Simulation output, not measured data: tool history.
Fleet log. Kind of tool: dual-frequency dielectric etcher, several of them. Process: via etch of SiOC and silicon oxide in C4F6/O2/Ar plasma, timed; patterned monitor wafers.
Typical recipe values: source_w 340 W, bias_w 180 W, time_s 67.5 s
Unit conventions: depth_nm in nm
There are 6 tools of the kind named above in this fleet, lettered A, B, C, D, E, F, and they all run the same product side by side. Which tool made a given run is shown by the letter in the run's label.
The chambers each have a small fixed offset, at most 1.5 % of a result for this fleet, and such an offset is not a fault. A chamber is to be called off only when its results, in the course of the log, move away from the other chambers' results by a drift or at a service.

run,hour,source_w,bias_w,time_s,hours since the last wet clean,hours since the last source power generator calibration,hours since the last bias power generator calibration,"read-back reference wafer on the same gauge, depth_nm",depth_nm
1B,2.8,340,180,67.5,227.1,1989.3,3108.6,77.337,70.657
2C,7.3,340,180,67.5,151.8,708.6,496.4,77.165,70.510
3E,12.0,340,180,67.5,390.1,4546.4,1658.3,77.189,73.336
4D,16.6,340,180,67.5,242.6,2357.7,1284.6,77.208,71.678
# hour 19.3: chamber E: wet clean of the chamber
5A,21.1,340,180,67.5,118.2,1529.3,1179.3,77.301,72.054
6F,25.5,340,180,67.5,296.6,54.2,1418.6,77.247,71.441
7F,29.5,340,180,67.5,300.6,58.2,1422.6,77.044,71.958
8E,31.6,340,180,67.5,12.4,4566.0,1677.9,77.234,72.239
9A,34.4,340,180,67.5,131.5,1542.6,1192.6,77.202,71.321
10B,39.2,340,180,67.5,263.5,2025.7,3145.0,77.272,71.116
11C,43.2,340,180,67.5,187.7,744.5,532.3,77.063,70.463
12D,45.4,340,180,67.5,271.4,2386.5,1313.4,77.195,71.509
13A,48.9,340,180,67.5,146.0,1557.1,1207.1,77.249,72.147
14E,53.3,340,180,67.5,34.1,4587.7,1699.6,77.247,71.873
15D,56.2,340,180,67.5,282.2,2397.3,1324.2,77.125,72.273
16F,60.5,340,180,67.5,331.6,89.2,1453.6,77.268,70.671
17C,64.4,340,180,67.5,208.9,765.7,553.5,77.248,71.449
18B,69.3,340,180,67.5,293.6,2055.8,3175.1,77.153,70.735
19D,73.0,340,180,67.5,299.0,2414.1,1341.0,77.116,71.540
20B,76.8,340,180,67.5,301.1,2063.3,3182.6,77.031,70.764
21F,80.7,340,180,67.5,351.8,109.4,1473.8,77.053,71.397
22C,83.1,340,180,67.5,227.6,784.4,572.2,77.142,70.773
23A,86.8,340,180,67.5,183.9,1595.0,1245.0,77.279,71.699
24E,88.9,340,180,67.5,69.7,4623.3,1735.2,77.192,72.330
25D,92.9,340,180,67.5,318.9,2434.0,1360.9,77.142,72.112
26A,96.7,340,180,67.5,193.8,1604.9,1254.9,77.193,71.346
27B,99.5,340,180,67.5,323.8,2086.0,3205.3,77.296,71.241
28F,103.5,340,180,67.5,374.6,132.2,1496.6,77.154,71.531
29C,106.6,340,180,67.5,251.1,807.9,595.7,77.252,71.665
30E,110.4,340,180,67.5,91.2,4644.8,1756.7,77.207,72.158
31B,113.4,340,180,67.5,337.7,2099.9,3219.2,77.115,70.850
# hour 115.4: chamber D: source power generator calibrated
32E,118.3,340,180,67.5,99.1,4652.7,1764.6,77.244,73.278
# hour 119.5: chamber B: wet clean of the chamber
33A,122.5,340,180,67.5,219.6,1630.7,1280.7,77.027,70.810
34D,127.1,340,180,67.5,353.1,11.7,1395.1,77.227,71.008
35C,131.4,260,154,67.5,275.9,832.7,620.5,77.173,60.607
36F,133.9,260,154,67.5,405.0,162.6,1527.0,77.012,61.622
37C,136.7,260,154,67.5,281.2,838.0,625.8,77.107,60.427
38F,141.5,260,154,67.5,412.6,170.2,1534.6,77.231,61.077
39B,143.6,260,154,67.5,24.1,2130.1,3249.4,77.233,61.051
40D,145.9,260,154,67.5,371.9,30.5,1413.9,77.124,61.377
41E,149.6,340,145,55.0,130.4,4684.0,1795.9,77.212,56.221

One chamber off, gauge drift, or nothing amiss beyond the chambers' own small offsets? If it is a chamber, which one, and what is the likeliest cause?

The fleet is healthy, with each chamber sitting at its usual small offset and no drift in the gauge.
